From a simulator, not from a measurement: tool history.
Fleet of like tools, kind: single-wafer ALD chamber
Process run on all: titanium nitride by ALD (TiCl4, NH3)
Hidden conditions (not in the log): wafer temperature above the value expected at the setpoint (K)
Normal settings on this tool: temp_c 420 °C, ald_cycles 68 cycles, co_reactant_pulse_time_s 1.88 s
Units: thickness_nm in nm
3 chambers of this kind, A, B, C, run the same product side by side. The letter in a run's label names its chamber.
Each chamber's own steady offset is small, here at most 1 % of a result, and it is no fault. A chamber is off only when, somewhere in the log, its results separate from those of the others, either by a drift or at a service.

run	hour	temp_c	ald_cycles	co_reactant_pulse_time_s	hours since the last thermocouple change	read-back reference wafer on the same gauge, thickness_nm	thickness_nm
1C	6.2	420	68	1.88	2311.3	1.5307	1.5184
2A	15.3	420	68	1.88	357.1	1.5308	1.5208
3B	23.2	420	68	1.88	1001.2	1.5304	1.5000
4B	31.4	420	68	1.88	1009.4	1.5312	1.4998
5A	37.5	420	68	1.88	379.3	1.5315	1.5218
6C	42.0	420	68	1.88	2347.1	1.5311	1.5208
7B	50.2	420	81	2.44	1028.2	1.5322	1.8005
8A	58.7	420	81	2.44	400.5	1.5325	1.8272
9C	67.7	420	81	2.44	2372.8	1.5322	1.8167
10B	71.8	420	68	1.88	1049.8	1.5325	1.5016
11C	78.7	420	68	1.88	2383.8	1.5328	1.5209
12A	86.0	425	68	1.88	427.8	1.5325	1.5236
13B	92.5	425	68	1.88	1070.5	1.5337	1.5049
14C	99.9	425	68	1.88	2405.0	1.5335	1.5222
15A	107.3	420	68	1.88	449.1	1.5342	1.5246
16A	116.4	420	68	1.88	458.2	1.5338	1.5202
17B	121.8	420	68	1.88	1099.8	1.5347	1.5013
18C	127.5	420	68	1.88	2432.6	1.5346	1.5194
19A	133.9	420	68	1.88	475.7	1.5345	1.5225
20B	143.0	420	68	1.88	1121.0	1.5344	1.5053
21C	150.8	420	68	1.88	2455.9	1.5353	1.5235
22A	154.7	420	68	1.88	496.5	1.5358	1.5265
23B	163.2	420	68	2.23	1141.2	1.5363	1.5150
24C	167.8	420	68	2.23	2472.9	1.5357	1.5299
# hour 174.8: chamber C: thermocouple changed; heater temperature recalibrated
25B	175.2	420	68	2.23	1153.2	1.5361	1.5149
26A	182.8	420	68	1.88	524.6	1.5366	1.5238
27C	189.1	420	68	1.88	14.4	1.5367	1.5224
28C	193.0	420	68	1.88	18.3	1.5369	1.5196
29B	197.2	420	68	1.88	1175.2	1.5370	1.5059
30A	206.1	420	68	1.88	547.9	1.5373	1.5263
31B	214.2	420	68	1.60	1192.2	1.5376	1.4990
32A	221.6	420	68	1.60	563.4	1.5377	1.5188

Each of the 3 chambers runs these same settings next. Fill in every chamber's results:
33A	228.1	420	68	1.88			?
33B	228.1	420	68	1.88			?
33C	228.1	420	68	1.88			?

run	thickness_nm
33A	1.5296
33B	1.5082
33C	1.5240
